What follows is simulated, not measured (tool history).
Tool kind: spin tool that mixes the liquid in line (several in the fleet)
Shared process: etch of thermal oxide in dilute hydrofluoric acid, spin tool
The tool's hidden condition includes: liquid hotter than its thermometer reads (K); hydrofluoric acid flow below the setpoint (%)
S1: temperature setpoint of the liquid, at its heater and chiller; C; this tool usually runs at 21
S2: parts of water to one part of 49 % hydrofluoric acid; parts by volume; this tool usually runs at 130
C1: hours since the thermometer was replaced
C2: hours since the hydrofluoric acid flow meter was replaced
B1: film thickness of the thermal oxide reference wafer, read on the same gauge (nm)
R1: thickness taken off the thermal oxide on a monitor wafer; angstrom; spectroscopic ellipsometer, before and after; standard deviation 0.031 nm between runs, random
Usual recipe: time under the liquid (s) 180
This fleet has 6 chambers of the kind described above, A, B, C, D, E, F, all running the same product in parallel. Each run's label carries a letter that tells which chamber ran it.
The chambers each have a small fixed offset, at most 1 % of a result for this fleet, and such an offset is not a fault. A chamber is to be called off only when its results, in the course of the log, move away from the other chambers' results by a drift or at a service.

{"run": "1C", "hour": 15.8, "S1": 21, "S2": 130, "time under the liquid (s)": 180, "C1": 681.4, "C2": 856.3, "B1": 90.026, "R1": 57.74}
{"run": "2F", "hour": 30.9, "S1": 21, "S2": 130, "time under the liquid (s)": 180, "C1": 648.6, "C2": 314.6, "B1": 90.038, "R1": 58.057}
{"run": "3A", "hour": 47.4, "S1": 21, "S2": 130, "time under the liquid (s)": 180, "C1": 62.4, "C2": 1446.3, "B1": 89.988, "R1": 58.27}
{"run": "4B", "hour": 56.3, "S1": 21, "S2": 130, "time under the liquid (s)": 180, "C1": 1062.0, "C2": 1439.1, "B1": 89.999, "R1": 57.956}
{"run": "5D", "hour": 70.9, "S1": 21, "S2": 130, "time under the liquid (s)": 180, "C1": 844.2, "C2": 1371.8, "B1": 89.965, "R1": 58.714}
{"run": "6E", "hour": 86.7, "S1": 21, "S2": 130, "time under the liquid (s)": 180, "C1": 306.6, "C2": 951.3, "B1": 90.026, "R1": 57.528}
{"run": "7D", "hour": 103.0, "S1": 21, "S2": 130, "time under the liquid (s)": 180, "C1": 876.3, "C2": 1403.9, "B1": 90.041, "R1": 57.618}
{"run": "8E", "hour": 114.8, "S1": 21, "S2": 130, "time under the liquid (s)": 180, "C1": 334.7, "C2": 979.4, "B1": 89.999, "R1": 57.544}
{"run": "9C", "hour": 129.2, "S1": 21, "S2": 130, "time under the liquid (s)": 180, "C1": 794.8, "C2": 969.7, "B1": 89.981, "R1": 57.331}
{"run": "10A", "hour": 136.4, "S1": 21, "S2": 130, "time under the liquid (s)": 180, "C1": 151.4, "C2": 1535.3, "B1": 89.984, "R1": 57.943}
{"run": "11F", "hour": 150.4, "S1": 21, "S2": 130, "time under the liquid (s)": 180, "C1": 768.1, "C2": 434.1, "B1": 90.001, "R1": 58.18}
{"hour": 154.1, "done": "chamber B: thermometer replaced"}
{"run": "12B", "hour": 158.5, "S1": 17, "S2": 170, "time under the liquid (s)": 180, "C1": 4.4, "C2": 1541.3, "B1": 90.073, "R1": 36.091}
{"run": "13D", "hour": 172.7, "S1": 17, "S2": 170, "time under the liquid (s)": 180, "C1": 946.0, "C2": 1473.6, "B1": 89.977, "R1": 36.134}
{"run": "14A", "hour": 187.6, "S1": 17, "S2": 170, "time under the liquid (s)": 180, "C1": 202.6, "C2": 1586.5, "B1": 89.952, "R1": 36.567}
{"run": "15C", "hour": 194.9, "S1": 17, "S2": 170, "time under the liquid (s)": 180, "C1": 860.5, "C2": 1035.4, "B1": 90.032, "R1": 36.154}
{"run": "16F", "hour": 202.2, "S1": 17, "S2": 170, "time under the liquid (s)": 180, "C1": 819.9, "C2": 485.9, "B1": 89.998, "R1": 36.158}
{"run": "17E", "hour": 212.3, "S1": 17, "S2": 170, "time under the liquid (s)": 180, "C1": 432.2, "C2": 1076.9, "B1": 89.98, "R1": 35.772}
{"run": "18B", "hour": 228.9, "S1": 21, "S2": 130, "time under the liquid (s)": 180, "C1": 74.8, "C2": 1611.7, "B1": 90.025, "R1": 57.611}
{"run": "19C", "hour": 243.2, "S1": 21, "S2": 130, "time under the liquid (s)": 180, "C1": 908.8, "C2": 1083.7, "B1": 89.988, "R1": 57.438}
{"run": "20D", "hour": 253.4, "S1": 21, "S2": 130, "time under the liquid (s)": 180, "C1": 1026.7, "C2": 1554.3, "B1": 89.999, "R1": 58.419}
{"run": "21E", "hour": 262.2, "S1": 21, "S2": 130, "time under the liquid (s)": 285, "C1": 482.1, "C2": 1126.8, "B1": 90.023, "R1": 91.121}
{"run": "22A", "hour": 271.5, "S1": 21, "S2": 130, "time under the liquid (s)": 285, "C1": 286.5, "C2": 1670.4, "B1": 90.008, "R1": 92.552}
{"hour": 278.7, "done": "chamber D: hydrofluoric acid flow meter replaced"}
{"run": "23F", "hour": 281.3, "S1": 21, "S2": 130, "time under the liquid (s)": 285, "C1": 899.0, "C2": 565.0, "B1": 90.056, "R1": 90.967}
{"run": "24B", "hour": 290.5, "S1": 21, "S2": 130, "time under the liquid (s)": 285, "C1": 136.4, "C2": 1673.3, "B1": 90.013, "R1": 92.128}
{"run": "25D", "hour": 299.1, "S1": 21, "S2": 130, "time under the liquid (s)": 285, "C1": 1072.4, "C2": 20.5, "B1": 90.002, "R1": 92.875}
{"run": "26C", "hour": 308.6, "S1": 21, "S2": 130, "time under the liquid (s)": 285, "C1": 974.2, "C2": 1149.1, "B1": 90.035, "R1": 92.21}
{"run": "27F", "hour": 321.0, "S1": 21, "S2": 105, "time under the liquid (s)": 180, "C1": 938.7, "C2": 604.7, "B1": 89.982, "R1": 74.31}
{"hour": 321.9, "done": "chamber D: thermometer replaced"}
{"run": "28A", "hour": 331.5, "S1": 21, "S2": 105, "time under the liquid (s)": 180, "C1": 346.5, "C2": 1730.4, "B1": 89.961, "R1": 74.343}
{"run": "29E", "hour": 341.1, "S1": 21, "S2": 105, "time under the liquid (s)": 180, "C1": 561.0, "C2": 1205.7, "B1": 90.002, "R1": 73.28}
{"run": "30B", "hour": 357.8, "S1": 21, "S2": 105, "time under the liquid (s)": 180, "C1": 203.7, "C2": 1740.6, "B1": 89.995, "R1": 73.475}
{"run": "31F", "hour": 368.9, "S1": 21, "S2": 105, "time under the liquid (s)": 180, "C1": 986.6, "C2": 652.6, "B1": 90.016, "R1": 74.493}
{"run": "32B", "hour": 380.4, "S1": 21, "S2": 105, "time under the liquid (s)": 180, "C1": 226.3, "C2": 1763.2, "B1": 89.974, "R1": 73.662}
{"run": "33A", "hour": 394.1, "S1": 21, "S2": 130, "time under the liquid (s)": 180, "C1": 409.1, "C2": 1793.0, "B1": 89.985, "R1": 58.439}
{"run": "34E", "hour": 410.0, "S1": 21, "S2": 130, "time under the liquid (s)": 180, "C1": 629.9, "C2": 1274.6, "B1": 90.026, "R1": 57.598}
{"run": "35D", "hour": 426.7, "S1": 21, "S2": 175, "time under the liquid (s)": 180, "C1": 104.8, "C2": 148.1, "B1": 90.017, "R1": 41.088}
{"run": "36C", "hour": 439.6, "S1": 21, "S2": 175, "time under the liquid (s)": 180, "C1": 1105.2, "C2": 1280.1, "B1": 90.017, "R1": 41.127}
{"run": "37F", "hour": 453.6, "S1": 21, "S2": 175, "time under the liquid (s)": 180, "C1": 1071.3, "C2": 737.3, "B1": 90.0, "R1": 40.949}
{"run": "38E", "hour": 463.0, "S1": 21, "S2": 175, "time under the liquid (s)": 180, "C1": 682.9, "C2": 1327.6, "B1": 90.025, "R1": 40.804}

One chamber off, gauge drift, or nothing amiss beyond the chambers' own small offsets? If it is a chamber, which one, and what is the likeliest cause?

Neither any chamber nor the gauge drifts; the chambers differ only by their own small, steady offsets.
